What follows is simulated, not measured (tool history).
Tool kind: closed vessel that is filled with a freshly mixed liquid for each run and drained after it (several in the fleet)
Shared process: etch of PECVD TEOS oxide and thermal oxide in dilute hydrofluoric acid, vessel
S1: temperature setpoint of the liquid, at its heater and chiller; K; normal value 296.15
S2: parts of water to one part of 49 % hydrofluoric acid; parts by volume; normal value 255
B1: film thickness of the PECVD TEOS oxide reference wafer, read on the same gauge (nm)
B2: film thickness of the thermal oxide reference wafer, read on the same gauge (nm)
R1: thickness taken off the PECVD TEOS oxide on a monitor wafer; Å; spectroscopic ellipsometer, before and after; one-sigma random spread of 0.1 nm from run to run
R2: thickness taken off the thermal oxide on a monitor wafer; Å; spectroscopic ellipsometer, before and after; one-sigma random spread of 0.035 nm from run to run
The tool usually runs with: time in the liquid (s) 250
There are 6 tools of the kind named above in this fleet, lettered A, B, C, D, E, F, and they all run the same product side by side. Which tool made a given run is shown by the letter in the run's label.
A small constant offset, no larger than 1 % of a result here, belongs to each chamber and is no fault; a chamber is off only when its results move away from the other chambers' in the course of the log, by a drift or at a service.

run 1F hour=11.6 | S1=296.15 S2=255 time_in_the_liquid_(s)=250 | B1=69.993 B2=79.99 | R1=140.35 R2=36.116
run 2A hour=24.7 | S1=296.15 S2=255 time_in_the_liquid_(s)=250 | B1=69.978 B2=80.006 | R1=140.83 R2=37.351
-- hour=31.8 chamber B: thermometer replaced
run 3E hour=38 | S1=296.15 S2=255 time_in_the_liquid_(s)=250 | B1=70 B2=80.02 | R1=141.11 R2=38.055
run 4D hour=48.8 | S1=296.15 S2=255 time_in_the_liquid_(s)=250 | B1=70.016 B2=79.974 | R1=140.34 R2=38.409
run 5C hour=56.6 | S1=296.15 S2=360 time_in_the_liquid_(s)=250 | B1=69.989 B2=80.003 | R1=92.613 R2=24.085
run 6B hour=62.8 | S1=296.15 S2=360 time_in_the_liquid_(s)=250 | B1=70.008 B2=80.017 | R1=91.514 R2=23.894
run 7E hour=68.8 | S1=296.15 S2=360 time_in_the_liquid_(s)=250 | B1=70.034 B2=80.012 | R1=91.56 R2=24.497
run 8C hour=80.4 | S1=296.15 S2=360 time_in_the_liquid_(s)=250 | B1=70.008 B2=79.978 | R1=91.786 R2=24.167
run 9D hour=92.1 | S1=296.15 S2=360 time_in_the_liquid_(s)=250 | B1=70.009 B2=79.994 | R1=90.479 R2=23.671
-- hour=96.8 chamber C: thermometer replaced
run 10B hour=101.5 | S1=296.15 S2=360 time_in_the_liquid_(s)=250 | B1=70.006 B2=80.007 | R1=91.119 R2=23.884
run 11F hour=108.9 | S1=296.15 S2=255 time_in_the_liquid_(s)=250 | B1=69.967 B2=79.999 | R1=140.92 R2=37.054
run 12A hour=120.1 | S1=296.15 S2=255 time_in_the_liquid_(s)=250 | B1=70.018 B2=79.962 | R1=141.63 R2=36.547
run 13D hour=131.2 | S1=296.15 S2=255 time_in_the_liquid_(s)=250 | B1=69.984 B2=80.034 | R1=144.67 R2=37.9
run 14F hour=137.2 | S1=296.15 S2=255 time_in_the_liquid_(s)=250 | B1=69.994 B2=79.97 | R1=141.49 R2=37.622
run 15B hour=148.9 | S1=296.15 S2=255 time_in_the_liquid_(s)=250 | B1=69.978 B2=80.011 | R1=142.34 R2=37.427
run 16E hour=157.8 | S1=296.15 S2=255 time_in_the_liquid_(s)=250 | B1=70.029 B2=79.991 | R1=142.91 R2=37.449
run 17A hour=169.3 | S1=296.15 S2=255 time_in_the_liquid_(s)=250 | B1=69.985 B2=80.009 | R1=141.59 R2=37.204
run 18C hour=177.5 | S1=296.15 S2=255 time_in_the_liquid_(s)=250 | B1=69.964 B2=80.013 | R1=142.32 R2=37.236
run 19F hour=187.6 | S1=296.15 S2=255 time_in_the_liquid_(s)=250 | B1=69.998 B2=79.989 | R1=138.84 R2=36.882
run 20B hour=194.8 | S1=296.15 S2=255 time_in_the_liquid_(s)=250 | B1=69.994 B2=79.996 | R1=142.74 R2=36.597
run 21A hour=206 | S1=296.15 S2=255 time_in_the_liquid_(s)=250 | B1=69.99 B2=80.01 | R1=141.63 R2=37.288
run 22C hour=215.8 | S1=296.15 S2=255 time_in_the_liquid_(s)=250 | B1=70.017 B2=80.019 | R1=143.91 R2=36.76
run 23E hour=225.3 | S1=296.15 S2=370 time_in_the_liquid_(s)=305 | B1=69.977 B2=79.994 | R1=106.59 R2=28.378
run 24D hour=237 | S1=296.15 S2=370 time_in_the_liquid_(s)=305 | B1=70.013 B2=80.007 | R1=108.04 R2=28.412
run 25D hour=247.7 | S1=296.15 S2=370 time_in_the_liquid_(s)=305 | B1=70.014 B2=79.996 | R1=109.24 R2=28.346
-- hour=252.4 chamber E: thermometer replaced
run 26A hour=259.3 | S1=296.15 S2=370 time_in_the_liquid_(s)=305 | B1=69.968 B2=79.967 | R1=106.82 R2=28.129
run 27B hour=271.5 | S1=296.15 S2=370 time_in_the_liquid_(s)=305 | B1=69.988 B2=79.981 | R1=107.27 R2=28.163
run 28C hour=284.3 | S1=296.15 S2=370 time_in_the_liquid_(s)=305 | B1=70.061 B2=80.013 | R1=108.66 R2=27.552
run 29F hour=297.3 | S1=296.15 S2=255 time_in_the_liquid_(s)=250 | B1=70.002 B2=80.026 | R1=139.51 R2=37.2
run 30E hour=309.7 | S1=296.15 S2=255 time_in_the_liquid_(s)=250 | B1=69.982 B2=80.009 | R1=143.14 R2=37.357
run 31E hour=316.6 | S1=296.15 S2=255 time_in_the_liquid_(s)=250 | B1=70.022 B2=80.011 | R1=141.88 R2=37.24
run 32C hour=323.9 | S1=296.15 S2=255 time_in_the_liquid_(s)=250 | B1=69.986 B2=80.016 | R1=141.43 R2=37.235
run 33A hour=334.3 | S1=296.15 S2=255 time_in_the_liquid_(s)=250 | B1=70.004 B2=79.994 | R1=141.5 R2=37.709
run 34F hour=342.5 | S1=296.15 S2=255 time_in_the_liquid_(s)=250 | B1=69.994 B2=80.026 | R1=140.58 R2=37.062
run 35B hour=350.5 | S1=296.15 S2=255 time_in_the_liquid_(s)=250 | B1=69.959 B2=80.013 | R1=143.17 R2=37.13
run 36D hour=360.1 | S1=296.15 S2=255 time_in_the_liquid_(s)=250 | B1=70.008 B2=79.964 | R1=140.88 R2=37.366
run 37F hour=373.1 | S1=296.15 S2=255 time_in_the_liquid_(s)=250 | B1=69.967 B2=80.017 | R1=141.6 R2=37.378
run 38D hour=385.6 | S1=296.15 S2=255 time_in_the_liquid_(s)=250 | B1=70.026 B2=80.003 | R1=143.37 R2=37.161
run 39E hour=393.9 | S1=300.65 S2=295 time_in_the_liquid_(s)=250 | B1=70.02 B2=80.024 | R1=140.39 R2=36.901
run 40A hour=404.8 | S1=300.65 S2=295 time_in_the_liquid_(s)=250 | B1=70.002 B2=80.032 | R1=135.12 R2=36.12
run 41C hour=417.1 | S1=300.65 S2=295 time_in_the_liquid_(s)=250 | B1=70.024 B2=79.974 | R1=137.3 R2=36.238
run 42B hour=425.1 | S1=300.65 S2=295 time_in_the_liquid_(s)=250 | B1=69.999 B2=80.003 | R1=136.56 R2=36.19
run 43B hour=436.6 | S1=300.65 S2=295 time_in_the_liquid_(s)=250 | B1=69.992 B2=80.037 | R1=137.85 R2=36.38
run 44D hour=447 | S1=300.65 S2=295 time_in_the_liquid_(s)=250 | B1=69.996 B2=79.958 | R1=139.1 R2=36.294

Predict what each chamber gives when all 6 of them run the settings below next.
run 45A hour=456.6 | S1=296.15 S2=255 time_in_the_liquid_(s)=250 | R1=? R2=?
run 45B hour=456.6 | S1=296.15 S2=255 time_in_the_liquid_(s)=250 | R1=? R2=?
run 45C hour=456.6 | S1=296.15 S2=255 time_in_the_liquid_(s)=250 | R1=? R2=?
run 45D hour=456.6 | S1=296.15 S2=255 time_in_the_liquid_(s)=250 | R1=? R2=?
run 45E hour=456.6 | S1=296.15 S2=255 time_in_the_liquid_(s)=250 | R1=? R2=?
run 45F hour=456.6 | S1=296.15 S2=255 time_in_the_liquid_(s)=250 | R1=? R2=?

run=45A R1=140.89 R2=36.962
run=45B R1=142.63 R2=37.346
run=45C R1=139.94 R2=37.549
run=45D R1=140.63 R2=37.102
run=45E R1=142.83 R2=37.745
run=45F R1=140.38 R2=36.95
